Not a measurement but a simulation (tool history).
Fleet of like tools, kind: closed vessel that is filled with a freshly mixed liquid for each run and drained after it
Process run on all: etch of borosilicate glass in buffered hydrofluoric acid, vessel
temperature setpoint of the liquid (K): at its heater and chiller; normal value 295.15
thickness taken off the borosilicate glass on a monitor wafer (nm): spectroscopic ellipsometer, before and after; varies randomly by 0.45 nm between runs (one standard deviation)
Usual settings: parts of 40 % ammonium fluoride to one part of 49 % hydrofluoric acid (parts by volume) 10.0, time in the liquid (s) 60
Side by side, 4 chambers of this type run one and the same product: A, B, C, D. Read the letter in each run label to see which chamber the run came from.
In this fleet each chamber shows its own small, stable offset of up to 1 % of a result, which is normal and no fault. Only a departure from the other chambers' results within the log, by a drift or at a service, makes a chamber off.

run,day,temperature setpoint of the liquid (K),parts of 40 % ammonium fluoride to one part of 49 % hydrofluoric acid (parts by volume),time in the liquid (s),"read-back film thickness of the borosilicate glass reference wafer, read on the same gauge (nm)",thickness taken off the borosilicate glass on a monitor wafer (nm)
1B,0.262,295.15,10.0,60,29.990,67.067
2A,0.562,295.15,10.0,60,30.003,67.477
3D,0.979,295.15,10.0,60,29.966,66.902
4C,1.346,295.15,10.0,60,30.030,68.102
5A,1.712,295.15,10.0,60,30.014,66.940
6C,2.275,295.15,10.0,60,29.994,67.398
7D,2.654,295.15,10.0,60,29.995,67.407
8B,2.979,295.15,10.0,60,30.024,66.862
# day 3.154: chamber C: thermometer replaced
9D,3.312,295.15,10.0,60,29.975,66.591
10A,3.858,295.15,10.0,60,30.025,67.612
11C,4.171,295.15,10.0,60,29.998,67.056
12B,4.675,295.15,7.5,60,30.002,87.769
13C,5.092,295.15,7.5,60,30.029,89.471
14A,5.396,295.15,7.5,60,29.979,87.922
15B,5.646,295.15,7.5,60,29.957,87.229
16D,6.092,295.15,10.0,60,29.987,67.481
17B,6.417,295.15,10.0,60,29.991,67.054
18C,6.967,295.15,10.0,60,29.962,67.404
19D,7.483,295.15,10.0,60,30.007,68.277
20A,7.738,295.15,10.0,60,29.978,66.383
# day 7.875: chamber A: hydrofluoric acid flow meter replaced
21D,8.138,295.15,10.0,60,29.992,68.673
22B,8.671,295.15,10.0,60,30.019,66.729
23C,9.154,295.15,10.0,60,29.991,67.158
24A,9.662,295.15,10.0,60,29.959,66.742
25A,10.012,295.15,10.0,60,30.001,67.434
26B,10.412,295.15,10.0,60,29.998,66.231
27C,10.871,295.15,10.0,60,30.025,67.879
28D,11.279,295.15,10.0,60,29.991,70.364
29D,11.721,295.15,10.0,60,29.991,71.001
30A,12.138,295.15,10.0,60,30.028,68.008
31B,12.596,295.15,10.0,60,29.968,66.443
32C,13.062,295.15,10.0,60,29.983,68.245
33A,13.354,295.15,10.0,60,30.015,66.324
34C,13.721,295.15,10.0,60,29.978,68.416
35D,14.171,295.15,10.0,60,30.014,71.389
36B,14.558,290.15,8.5,60,29.967,58.375

Is one chamber out of step, is the gauge drifting, or do the chambers differ by no more than their own small offsets? For an off chamber, give its letter and the likeliest cause.

One chamber, D, drifts off from the rest bit by bit.
Likeliest cause: liquid hotter than its thermometer reads (K) = 1.43.
The log may not separate it from: hydrofluoric acid flow above the setpoint (%).

Here are 4 candidates for chamber D's next run, each the usual settings with a change, their results left as question marks. Which one brings its results back in line with what the others give on the usual settings?
A result is in line if it is within this distance of the other chambers' mean on the usual settings: thickness taken off the borosilicate glass on a monitor wafer (nm) 1.600
37D-1,14.962,294.65,10.5,60,,?
37D-2,14.962,295.15,10.0,65,,?
37D-3,14.962,295.15,9.5,60,,?
37D-4,14.962,294.65,10.0,60,,?

On the usual settings, the other chambers give on average: thickness taken off the borosilicate glass on a monitor wafer (nm) 67.291
run,thickness taken off the borosilicate glass on a monitor wafer (nm)
37D-1,67.326
37D-2,78.600
37D-3,74.951
37D-4,70.593
37D-1 is the one that brings the chamber's results back in line with the other chambers.
